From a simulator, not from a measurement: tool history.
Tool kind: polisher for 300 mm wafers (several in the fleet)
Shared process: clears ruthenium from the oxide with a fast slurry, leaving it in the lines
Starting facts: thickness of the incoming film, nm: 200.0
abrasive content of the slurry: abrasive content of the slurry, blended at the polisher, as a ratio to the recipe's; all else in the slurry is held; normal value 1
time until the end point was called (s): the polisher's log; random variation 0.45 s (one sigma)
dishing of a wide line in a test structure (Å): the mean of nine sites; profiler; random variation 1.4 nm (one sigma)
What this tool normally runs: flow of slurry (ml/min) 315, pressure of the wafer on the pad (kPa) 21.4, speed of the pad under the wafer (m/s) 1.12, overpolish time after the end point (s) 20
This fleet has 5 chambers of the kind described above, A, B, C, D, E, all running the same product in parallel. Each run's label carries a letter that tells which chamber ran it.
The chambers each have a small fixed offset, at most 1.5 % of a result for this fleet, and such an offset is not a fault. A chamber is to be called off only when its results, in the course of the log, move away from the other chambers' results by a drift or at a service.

run	hour	flow of slurry (ml/min)	pressure of the wafer on the pad (kPa)	speed of the pad under the wafer (m/s)	abrasive content of the slurry	overpolish time after the end point (s)	time until the end point was called (s)	dishing of a wide line in a test structure (Å)
1C	9.3	315	21.4	1.12	1	20	41.443	715.37
# hour 17.6: chamber E: worn pad replaced by a new one
# hour 19.6: chamber C: worn pad replaced by a new one
2B	22.1	315	21.4	1.12	1	20	42.597	702.2
# hour 36.5: chamber A: worn pad replaced by a new one
3A	36.7	315	21.4	1.12	1	20	41.496	717.6
4E	48.3	315	21.4	1.12	1	20	41.538	742.55
# hour 57.7: chamber B: worn pad replaced by a new one
5D	58.4	315	21.4	1.12	1	20	41.834	692.16
# hour 64.7: chamber D: worn pad replaced by a new one
6B	65.8	315	21.4	1.12	1	20	41.783	670.92
# hour 79.3: chamber E: slurry blender recalibrated
7A	80.6	315	21.4	1.12	1	20	41.335	727.56
# hour 83.5: chamber E: worn pad replaced by a new one
8D	92	315	21.4	1.12	1	20	41.724	683.4
9E	98.4	315	21.4	1.12	1	20	41.738	688.44
# hour 105.7: chamber D: slurry blender recalibrated
10C	110.7	315	21.4	1.12	1	20	41.699	713.7
# hour 115.9: chamber C: worn pad replaced by a new one
# hour 117.2: chamber A: worn pad replaced by a new one
11D	118.4	315	21.4	1.12	1	20	41.656	701.8
# hour 120.6: chamber D: slurry nozzle cleaned
12B	125.7	315	21.4	1.12	1	20	42.632	691.91
# hour 137.7: chamber B: worn pad replaced by a new one
13C	138.8	315	21.4	1.12	1	20	41.344	720.94
# hour 151.6: chamber E: worn pad replaced by a new one
14A	153	315	21.4	1.12	1	20	40.29	712.77
# hour 155.9: chamber D: worn pad replaced by a new one
15E	160.5	315	21.4	1.12	1	20	42.022	718.37
16E	174.9	315	21.4	1.12	1	20	41.148	706.46
17A	187.8	315	21.4	1.12	1	20	40.442	721.42
18D	196.2	315	21.4	1.12	1	20	41.797	708.58
# hour 206.1: chamber A: worn pad replaced by a new one
# hour 206.4: chamber C: worn pad replaced by a new one
19B	207.5	315	21.4	1.12	1	20	43.536	698.9
# hour 209.2: chamber C: slurry nozzle cleaned
# hour 212.8: chamber B: worn pad replaced by a new one
20C	214.3	315	21.4	1.12	1	20	41.886	716.05
# hour 216.7: chamber A: slurry blender recalibrated
# hour 220.9: chamber E: worn pad replaced by a new one
21C	222.5	315	21.4	1.12	1	20	41.887	730.34
22D	234.5	315	21.4	1.12	1	20	41.414	697.85
23E	244.5	315	21.4	1.12	1	20	41.673	714.31
# hour 247: chamber D: worn pad replaced by a new one
# hour 252.6: chamber E: slurry nozzle cleaned
24A	258.9	315	21.4	1.12	1	27	40.043	909.53
25B	265.8	315	21.4	1.12	1	27	41.54	933.35
26C	274.6	315	21.4	1.12	1	27	41.433	920.92
# hour 278.1: chamber B: slurry blender recalibrated
# hour 280.5: chamber D: head pressure recalibrated
# hour 282.3: chamber B: worn pad replaced by a new one
27E	288.8	315	21.4	1.12	1	27	41.538	924.17
# hour 291.1: chamber A: worn pad replaced by a new one
# hour 300.7: chamber E: worn pad replaced by a new one
28A	302.6	315	21.4	1.12	1	27	39.665	915.79
# hour 306.8: chamber C: worn pad replaced by a new one
29D	309.1	315	25.5	1.12	0.8	20	39.699	749.69
30B	316.3	315	25.5	1.12	0.8	20	39.105	765.89
# hour 317.5: chamber C: slurry blender recalibrated
# hour 327.2: chamber D: worn pad replaced by a new one
31B	328.8	315	25.5	1.12	0.8	20	39.412	735.69
32D	335.2	315	25.5	1.12	0.8	20	39.044	730.53
33A	347.3	315	25.5	1.12	0.8	20	36.466	795.76
# hour 349.7: chamber D: slurry blender recalibrated
# hour 351.2: chamber E: head pressure recalibrated
34C	358.9	315	21.4	1.12	1	20	40.974	706.1
# hour 365.5: chamber E: worn pad replaced by a new one
35E	367.7	315	21.4	1.42	1	15	33.894	674.24
36D	376.9	315	21.4	1.42	1	15	33.561	660.18

Next, all 5 chambers run the settings below, one line each with question marks for the results. What does each chamber give?
37A	387.6	315	21.4	1.12	1	20	?	?
37B	387.6	315	21.4	1.12	1	20	?	?
37C	387.6	315	21.4	1.12	1	20	?	?
37D	387.6	315	21.4	1.12	1	20	?	?
37E	387.6	315	21.4	1.12	1	20	?	?

run	time until the end point was called (s)	dishing of a wide line in a test structure (Å)
37A	37.693	764.27
37B	42.656	715.45
37C	41.587	715.42
37D	41.601	712.95
37E	41.298	729.3
